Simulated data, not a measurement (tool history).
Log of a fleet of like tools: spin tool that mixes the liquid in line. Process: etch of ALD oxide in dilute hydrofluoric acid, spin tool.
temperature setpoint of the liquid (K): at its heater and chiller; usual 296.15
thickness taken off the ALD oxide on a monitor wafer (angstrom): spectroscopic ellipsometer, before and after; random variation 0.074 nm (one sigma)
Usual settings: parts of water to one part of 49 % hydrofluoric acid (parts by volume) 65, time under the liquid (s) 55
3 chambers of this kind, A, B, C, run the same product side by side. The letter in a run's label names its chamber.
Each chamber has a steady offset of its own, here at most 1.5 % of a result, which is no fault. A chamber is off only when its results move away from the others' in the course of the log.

run,hour,temperature setpoint of the liquid (K),parts of water to one part of 49 % hydrofluoric acid (parts by volume),time under the liquid (s),"read-back film thickness of the ALD oxide reference wafer, read on the same gauge (nm)",thickness taken off the ALD oxide on a monitor wafer (angstrom)
1A,2.9,296.15,65,55,130.02,132.470
2C,6.8,296.15,65,55,130.02,135.470
3B,9.8,296.15,65,55,130.01,134.580
4B,14.2,296.15,65,55,129.98,133.240
5A,18.5,296.15,65,55,129.97,132.990
6C,22.7,296.15,65,55,129.99,135.970
7C,25.6,296.15,65,55,129.98,134.610
8B,30.6,296.15,65,55,130.04,133.310
9A,33.5,296.15,65,55,130.03,133.190
10A,36.4,296.15,65,55,130.00,132.310
11C,39.0,296.15,65,55,130.05,134.850
12B,41.2,296.15,65,55,130.03,133.460
13A,45.8,296.15,65,55,130.04,134.020
14B,50.6,296.15,65,55,130.05,132.380
15C,54.2,296.15,65,55,130.00,135.840
16C,58.0,296.15,85,55,130.00,100.150
17B,62.1,296.15,85,55,130.05,97.132
18A,65.1,296.15,85,55,130.01,99.124
19A,68.1,296.15,65,55,129.97,134.020
20C,71.2,296.15,65,55,130.02,134.230
21B,73.9,296.15,65,55,130.01,129.940
22A,78.9,296.15,65,55,130.00,131.900
23C,81.2,296.15,50,55,129.99,178.860
24B,86.3,296.15,50,55,129.97,172.540
25A,88.8,296.15,50,55,129.98,175.710
# hour 90.9: chamber A: hydrofluoric acid flow meter replaced
26B,91.8,296.15,55,35,129.96,99.074
27C,94.9,296.15,55,35,129.99,103.290
28B,97.6,296.15,55,35,129.99,98.495
29C,101.0,296.15,65,55,129.99,135.790
30A,105.9,296.15,65,55,129.97,134.070
31A,111.1,296.15,65,55,130.00,133.560
32C,114.9,296.15,65,55,130.00,134.910
33B,117.9,296.15,65,55,130.01,126.420
34A,121.7,296.15,65,55,130.02,132.890

Is one chamber off against the others, does the gauge drift, or is nothing wrong? If a chamber is off, say which, and what the likeliest cause is.

Chamber B drifts away from the others.
Cause: hydrofluoric acid flow below the setpoint (%) = 5.81.
The log may not tell that from: liquid colder than its thermometer reads (K).

Here are 4 candidates for chamber B's next run, each the usual settings with a change, their results left as question marks. Which one brings its results back in line with what the others give on the usual settings?
In line means no further than this from the other chambers' mean on the usual settings: thickness taken off the ALD oxide on a monitor wafer (angstrom) 2.600
35B-1,125.4,296.65,65,55,,?
35B-2,125.4,295.65,65,55,,?
35B-3,125.4,297.65,65,55,,?
35B-4,125.4,294.65,65,55,,?

The other chambers' mean on the usual settings: thickness taken off the ALD oxide on a monitor wafer (angstrom) 134.040
run,thickness taken off the ALD oxide on a monitor wafer (angstrom)
35B-1,129.880
35B-2,124.620
35B-3,135.310
35B-4,119.530
35B-3 brings the chamber back in line.
